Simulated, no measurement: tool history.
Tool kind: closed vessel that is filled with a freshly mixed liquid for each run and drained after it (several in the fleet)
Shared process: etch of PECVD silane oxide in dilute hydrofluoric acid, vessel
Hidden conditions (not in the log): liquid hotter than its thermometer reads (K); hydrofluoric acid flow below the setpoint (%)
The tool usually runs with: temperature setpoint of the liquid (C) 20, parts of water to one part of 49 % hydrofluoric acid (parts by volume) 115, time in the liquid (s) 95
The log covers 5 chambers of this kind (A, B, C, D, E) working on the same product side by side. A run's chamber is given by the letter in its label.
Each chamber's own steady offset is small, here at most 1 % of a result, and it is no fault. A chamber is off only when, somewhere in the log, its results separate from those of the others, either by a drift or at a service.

run	hour	temperature setpoint of the liquid (C)	parts of water to one part of 49 % hydrofluoric acid (parts by volume)	time in the liquid (s)	hours since the thermometer was replaced	hours since the hydrofluoric acid flow meter was replaced	read-back film thickness of the PECVD silane oxide reference wafer, read on the same gauge (nm)	thickness taken off the PECVD silane oxide on a monitor wafer (angstrom)
1D	8.6	20	115	95	180.2	213.6	40.011	132.94
2B	22	20	115	95	481.9	401.8	39.982	133.13
3E	28.9	20	115	95	392.6	214.2	39.993	135.83
4A	39.9	20	115	95	2007.9	1118.3	39.982	134.88
5C	50.7	20	115	95	644	435	39.995	136.04
6E	57	20	115	95	420.7	242.3	39.993	136.93
7A	64.5	20	115	95	2032.5	1142.9	39.987	132.6
8B	72.5	20	115	95	532.4	452.3	39.999	136.02
# hour 76.6: chamber C: thermometer replaced
9C	80	23	115	45	3.5	464.3	40.02	69.902
10D	93.1	23	115	45	264.7	298.1	40.01	71.421
11C	100	23	115	45	23.5	484.3	39.977	71.281
12A	110.8	23	115	45	2078.8	1189.2	40.009	72.246
# hour 118: chamber B: hydrofluoric acid flow meter replaced
13D	124.9	23	115	45	296.5	329.9	39.998	71.288
14E	133.1	20	115	95	496.8	318.4	39.988	139.11
15B	142.6	20	115	95	602.5	24.6	40.002	132.81
16E	152.4	20	145	95	516.1	337.7	39.969	106.32
17D	161.9	20	145	95	333.5	366.9	40.009	102.45
18C	175.4	20	145	95	98.9	559.7	39.992	101.56
19B	185.4	20	145	95	645.3	67.4	39.978	103.6
20A	195.5	20	145	95	2163.5	1273.9	39.99	101.13
21E	201.5	20	70	60	565.2	386.8	40.006	152.56
22D	214	20	70	60	385.6	419	40.013	147.57
23C	227	20	70	60	150.5	611.3	39.993	146.23
24A	238.3	20	70	60	2206.3	1316.7	40.01	146.66
25B	247.6	20	70	60	707.5	129.6	40.018	145.22
26C	260.8	20	65	45	184.3	645.1	40.027	119.38
27A	274.6	20	65	45	2242.6	1353	40.017	118.64
28E	285.9	20	65	45	649.6	471.2	39.993	125.97
# hour 298.5: chamber E: hydrofluoric acid flow meter replaced
29B	299.1	20	65	45	759	181.1	39.995	118.07
30D	311.9	20	65	45	483.5	516.9	40.006	118.95
31E	322	20	115	95	685.7	23.5	40.004	147.63
32D	331.7	20	115	95	503.3	536.7	40.009	133.81
33C	342.8	20	115	95	266.3	727.1	40.001	132.5
34A	349.1	20	115	95	2317.1	1427.5	39.991	136.53

Does one chamber stand apart from the rest, does the shared gauge drift, or is all well apart from small per-chamber offsets? Give the chamber and the most likely cause, where there is one.

Little by little, chamber E moves away from the other chambers.
Cause: liquid hotter than its thermometer reads (K) = 2.29.

Chamber E could run next with any of the 4 candidate recipes listed below; each alters the usual settings, and their results appear as question marks. Which one brings its results back in line with what the other chambers deliver on the usual settings?
Counts as in line when no further than this from what the other chambers average on the usual settings: thickness taken off the PECVD silane oxide on a monitor wafer (angstrom) 3.9
35E-1	359.2	20.5	115	110				?
35E-2	359.2	20	115	80				?
35E-3	359.2	20	115	105				?
35E-4	359.2	20	120	90				?

Average result of the remaining chambers running the usual settings: thickness taken off the PECVD silane oxide on a monitor wafer (angstrom) 133.74
run	thickness taken off the PECVD silane oxide on a monitor wafer (angstrom)
35E-1	174.8
35E-2	124.62
35E-3	163.57
35E-4	133.68
35E-4 brings the chamber back in line.
